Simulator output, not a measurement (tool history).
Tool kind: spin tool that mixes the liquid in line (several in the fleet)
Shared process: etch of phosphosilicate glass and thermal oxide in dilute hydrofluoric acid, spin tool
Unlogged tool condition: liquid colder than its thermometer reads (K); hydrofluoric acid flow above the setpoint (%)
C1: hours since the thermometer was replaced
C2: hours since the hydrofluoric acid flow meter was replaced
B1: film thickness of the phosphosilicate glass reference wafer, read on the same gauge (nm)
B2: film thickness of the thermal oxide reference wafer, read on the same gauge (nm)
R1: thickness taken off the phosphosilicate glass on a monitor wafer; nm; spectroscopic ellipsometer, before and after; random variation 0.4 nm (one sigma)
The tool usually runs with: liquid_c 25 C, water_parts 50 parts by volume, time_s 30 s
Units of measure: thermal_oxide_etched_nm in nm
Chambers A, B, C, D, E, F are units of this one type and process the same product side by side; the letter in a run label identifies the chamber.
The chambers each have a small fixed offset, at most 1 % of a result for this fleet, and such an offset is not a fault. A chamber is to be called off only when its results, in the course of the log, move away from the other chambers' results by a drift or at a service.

run 1C day=0.362 | liquid_c=25 water_parts=50 time_s=30 | C1=1339.9 C2=336.1 | B1=100.000 B2=49.998 | R1=85.110 thermal_oxide_etched_nm=3.0263
run 2F day=0.754 | liquid_c=25 water_parts=50 time_s=30 | C1=53.0 C2=1147.4 | B1=100.020 B2=49.998 | R1=86.174 thermal_oxide_etched_nm=3.0350
run 3A day=0.967 | liquid_c=25 water_parts=50 time_s=30 | C1=423.1 C2=350.1 | B1=99.964 B2=50.003 | R1=86.453 thermal_oxide_etched_nm=3.0705
run 4B day=1.367 | liquid_c=25 water_parts=50 time_s=30 | C1=2464.3 C2=1198.1 | B1=100.010 B2=50.011 | R1=85.989 thermal_oxide_etched_nm=2.9779
run 5E day=1.600 | liquid_c=25 water_parts=50 time_s=30 | C1=125.0 C2=2234.2 | B1=100.030 B2=50.012 | R1=87.101 thermal_oxide_etched_nm=3.0285
run 6D day=1.958 | liquid_c=25 water_parts=50 time_s=30 | C1=811.8 C2=517.2 | B1=100.020 B2=49.998 | R1=85.828 thermal_oxide_etched_nm=2.9743
run 7F day=2.154 | liquid_c=25 water_parts=50 time_s=30 | C1=86.6 C2=1181.0 | B1=100.020 B2=50.006 | R1=86.081 thermal_oxide_etched_nm=3.0329
run 8A day=2.571 | liquid_c=25 water_parts=50 time_s=30 | C1=461.6 C2=388.6 | B1=100.050 B2=50.006 | R1=86.024 thermal_oxide_etched_nm=3.0634
run 9C day=2.971 | liquid_c=25 water_parts=50 time_s=30 | C1=1402.5 C2=398.7 | B1=100.010 B2=50.013 | R1=85.835 thermal_oxide_etched_nm=2.9947
run 10B day=3.183 | liquid_c=25 water_parts=50 time_s=30 | C1=2507.9 C2=1241.7 | B1=100.040 B2=49.989 | R1=85.858 thermal_oxide_etched_nm=3.0240
run 11D day=3.383 | liquid_c=25 water_parts=50 time_s=30 | C1=846.0 C2=551.4 | B1=100.010 B2=49.983 | R1=85.926 thermal_oxide_etched_nm=2.9333
-- day=3.512 chamber F: hydrofluoric acid flow meter replaced
run 12E day=3.708 | liquid_c=25 water_parts=50 time_s=30 | C1=175.6 C2=2284.8 | B1=100.030 B2=50.014 | R1=86.130 thermal_oxide_etched_nm=3.0209
run 13B day=4.012 | liquid_c=25 water_parts=50 time_s=30 | C1=2527.8 C2=1261.6 | B1=99.980 B2=49.989 | R1=84.975 thermal_oxide_etched_nm=3.0096
run 14F day=4.321 | liquid_c=25 water_parts=50 time_s=30 | C1=138.6 C2=19.5 | B1=100.010 B2=50.008 | R1=85.690 thermal_oxide_etched_nm=3.0155
run 15E day=4.550 | liquid_c=25 water_parts=50 time_s=30 | C1=195.8 C2=2305.0 | B1=99.980 B2=50.003 | R1=86.494 thermal_oxide_etched_nm=3.0043
run 16C day=4.942 | liquid_c=25 water_parts=50 time_s=30 | C1=1449.8 C2=446.0 | B1=100.010 B2=49.977 | R1=85.384 thermal_oxide_etched_nm=3.0121
run 17D day=5.288 | liquid_c=25 water_parts=50 time_s=30 | C1=891.7 C2=597.1 | B1=99.957 B2=49.993 | R1=85.877 thermal_oxide_etched_nm=2.9781
run 18A day=5.633 | liquid_c=25 water_parts=50 time_s=30 | C1=535.1 C2=462.1 | B1=100.020 B2=50.002 | R1=85.644 thermal_oxide_etched_nm=3.0352
-- day=6.008 chamber D: thermometer replaced
run 19A day=6.033 | liquid_c=25 water_parts=50 time_s=30 | C1=544.7 C2=471.7 | B1=100.010 B2=49.998 | R1=85.578 thermal_oxide_etched_nm=3.0426
run 20E day=6.250 | liquid_c=25 water_parts=50 time_s=30 | C1=236.6 C2=2345.8 | B1=100.010 B2=50.032 | R1=87.029 thermal_oxide_etched_nm=3.0360
run 21B day=6.600 | liquid_c=25 water_parts=50 time_s=30 | C1=2589.9 C2=1323.7 | B1=99.989 B2=50.001 | R1=85.215 thermal_oxide_etched_nm=3.0173
run 22F day=6.808 | liquid_c=22 water_parts=50 time_s=30 | C1=198.3 C2=79.2 | B1=99.991 B2=50.016 | R1=75.479 thermal_oxide_etched_nm=2.6263
run 23C day=7.171 | liquid_c=22 water_parts=50 time_s=30 | C1=1503.3 C2=499.5 | B1=99.998 B2=49.998 | R1=75.213 thermal_oxide_etched_nm=2.6461
run 24D day=7.442 | liquid_c=22 water_parts=50 time_s=30 | C1=34.4 C2=648.8 | B1=99.993 B2=50.011 | R1=75.678 thermal_oxide_etched_nm=2.6207
run 25A day=7.821 | liquid_c=22 water_parts=50 time_s=30 | C1=587.6 C2=514.6 | B1=99.984 B2=50.010 | R1=76.169 thermal_oxide_etched_nm=2.6883
run 26B day=8.179 | liquid_c=22 water_parts=50 time_s=30 | C1=2627.8 C2=1361.6 | B1=99.991 B2=50.012 | R1=75.836 thermal_oxide_etched_nm=2.6636
-- day=8.388 chamber B: thermometer replaced
run 27D day=8.554 | liquid_c=22 water_parts=50 time_s=30 | C1=61.1 C2=675.5 | B1=99.968 B2=50.005 | R1=76.205 thermal_oxide_etched_nm=2.6336
run 28F day=8.875 | liquid_c=25 water_parts=50 time_s=30 | C1=247.9 C2=128.8 | B1=100.020 B2=50.005 | R1=85.006 thermal_oxide_etched_nm=3.0151
run 29E day=9.125 | liquid_c=25 water_parts=50 time_s=30 | C1=305.6 C2=2414.8 | B1=100.010 B2=50.002 | R1=86.631 thermal_oxide_etched_nm=3.0167
run 30C day=9.408 | liquid_c=25 water_parts=50 time_s=30 | C1=1557.0 C2=553.2 | B1=99.991 B2=50.004 | R1=85.124 thermal_oxide_etched_nm=3.0128
-- day=9.483 chamber C: hydrofluoric acid flow meter replaced
run 31C day=9.642 | liquid_c=25 water_parts=50 time_s=30 | C1=1562.6 C2=3.8 | B1=100.010 B2=49.994 | R1=85.622 thermal_oxide_etched_nm=3.0381
run 32F day=10.008 | liquid_c=25 water_parts=50 time_s=30 | C1=275.1 C2=156.0 | B1=99.984 B2=49.989 | R1=85.478 thermal_oxide_etched_nm=3.0267
run 33E day=10.408 | liquid_c=25 water_parts=50 time_s=30 | C1=336.4 C2=2445.6 | B1=99.998 B2=50.011 | R1=86.581 thermal_oxide_etched_nm=3.0396
run 34B day=10.617 | liquid_c=25 water_parts=50 time_s=30 | C1=53.6 C2=1420.1 | B1=99.999 B2=49.998 | R1=86.737 thermal_oxide_etched_nm=2.9947
run 35A day=10.892 | liquid_c=25 water_parts=50 time_s=30 | C1=661.3 C2=588.3 | B1=99.972 B2=49.980 | R1=86.046 thermal_oxide_etched_nm=3.0434
run 36D day=11.129 | liquid_c=25 water_parts=50 time_s=30 | C1=122.9 C2=737.3 | B1=99.998 B2=50.019 | R1=85.315 thermal_oxide_etched_nm=3.0056
run 37D day=11.458 | liquid_c=25 water_parts=50 time_s=30 | C1=130.8 C2=745.2 | B1=99.995 B2=50.003 | R1=85.772 thermal_oxide_etched_nm=2.9767

Is one chamber out of step, is the gauge drifting, or do the chambers differ by no more than their own small offsets? For an off chamber, give its letter and the likeliest cause.

No chamber stands off beyond its own small offset, and the gauge holds steady.
